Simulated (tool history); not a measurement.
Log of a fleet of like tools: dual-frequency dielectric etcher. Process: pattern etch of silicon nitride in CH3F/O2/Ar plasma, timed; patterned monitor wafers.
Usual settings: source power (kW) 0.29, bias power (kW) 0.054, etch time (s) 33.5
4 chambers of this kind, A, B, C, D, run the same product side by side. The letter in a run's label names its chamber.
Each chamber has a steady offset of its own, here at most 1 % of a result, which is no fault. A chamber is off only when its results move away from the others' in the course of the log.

| run | hour | source power (kW) | bias power (kW) | etch time (s) | read-back reference wafer on the same gauge, depth_nm | mean etch depth across the wafer (angstrom) |
|---|---|---|---|---|---|---|
|  | 6 | chamber C: wet clean of the chamber |
| 1A | 7.6 | 0.29 | 0.054 | 33.5 | 15.397 | 190.34 |
| 2B | 15.9 | 0.29 | 0.054 | 33.5 | 15.398 | 188.93 |
| 3D | 23 | 0.29 | 0.054 | 33.5 | 15.39 | 187.87 |
| 4C | 27.3 | 0.29 | 0.054 | 33.5 | 15.394 | 189.01 |
| 5C | 34 | 0.34 | 0.054 | 29.5 | 15.38 | 177.29 |
| 6B | 40.1 | 0.34 | 0.054 | 29.5 | 15.386 | 176.34 |
| 7A | 46.8 | 0.34 | 0.054 | 29.5 | 15.383 | 178.16 |
| 8D | 53.8 | 0.34 | 0.054 | 29.5 | 15.382 | 175.9 |
| 9B | 60.3 | 0.29 | 0.062 | 33.5 | 15.374 | 197.89 |
| 10D | 68.5 | 0.29 | 0.062 | 33.5 | 15.373 | 196.15 |
| 11A | 73.2 | 0.29 | 0.062 | 33.5 | 15.372 | 199.27 |
| 12C | 78.5 | 0.29 | 0.062 | 33.5 | 15.376 | 197.95 |
| 13A | 86.5 | 0.29 | 0.054 | 33.5 | 15.374 | 190.32 |
| 14B | 93.9 | 0.29 | 0.054 | 33.5 | 15.365 | 188.89 |
| 15C | 98.8 | 0.29 | 0.054 | 33.5 | 15.365 | 188.44 |
|  | 102.6 | chamber D: wet clean of the chamber |
| 16D | 102.7 | 0.29 | 0.054 | 33.5 | 15.362 | 188.19 |
| 17C | 106.9 | 0.29 | 0.063 | 30 | 15.364 | 178.18 |
| 18A | 110.9 | 0.29 | 0.063 | 30 | 15.361 | 178.75 |
| 19D | 115.6 | 0.29 | 0.063 | 30 | 15.36 | 176.55 |
| 20B | 122.6 | 0.29 | 0.063 | 30 | 15.36 | 177.25 |
| 21B | 126.7 | 0.29 | 0.054 | 33.5 | 15.36 | 187.78 |
| 22A | 133.6 | 0.29 | 0.054 | 33.5 | 15.351 | 189.74 |
| 23D | 138.9 | 0.29 | 0.054 | 33.5 | 15.348 | 187.12 |
| 24C | 142.7 | 0.29 | 0.054 | 33.5 | 15.349 | 188.87 |
| 25A | 149.5 | 0.29 | 0.054 | 33.5 | 15.343 | 189.67 |
| 26D | 157.3 | 0.29 | 0.054 | 33.5 | 15.345 | 187.3 |
| 27C | 162.1 | 0.29 | 0.054 | 33.5 | 15.343 | 188.47 |
|  | 164.8 | chamber B: wet clean of the chamber |
| 28B | 167 | 0.29 | 0.054 | 33.5 | 15.344 | 187.69 |
| 29D | 173.9 | 0.29 | 0.054 | 33.5 | 15.343 | 187.34 |
| 30A | 179.4 | 0.29 | 0.054 | 33.5 | 15.337 | 189.55 |
| 31B | 183.7 | 0.29 | 0.054 | 25 | 15.335 | 140.49 |
| 32C | 187.8 | 0.29 | 0.054 | 25 | 15.334 | 140.81 |
| 33D | 196.4 | 0.29 | 0.054 | 25 | 15.329 | 139.78 |
| 34A | 202.9 | 0.29 | 0.054 | 25 | 15.332 | 141.41 |
| 35C | 210 | 0.27 | 0.054 | 38 | 15.326 | 207.82 |
| 36B | 217.6 | 0.27 | 0.054 | 38 | 15.321 | 207.43 |
| 37A | 223.8 | 0.27 | 0.054 | 38 | 15.323 | 208.74 |
| 38C | 230.7 | 0.27 | 0.054 | 38 | 15.324 | 208.14 |
| 39D | 239.4 | 0.29 | 0.054 | 33.5 | 15.314 | 187.19 |
| 40B | 246.7 | 0.29 | 0.054 | 33.5 | 15.316 | 187.67 |
| 41D | 254.4 | 0.29 | 0.054 | 33.5 | 15.312 | 186.85 |
| 42B | 260.4 | 0.29 | 0.054 | 33.5 | 15.317 | 187.94 |

Is one chamber off against the others, does the gauge drift, or is nothing wrong? If a chamber is off, say which, and what the likeliest cause is.

The gauge drifts, so all chambers seem to drift together. No chamber is off.
Cause: gauge reads low (%) = 0.596.
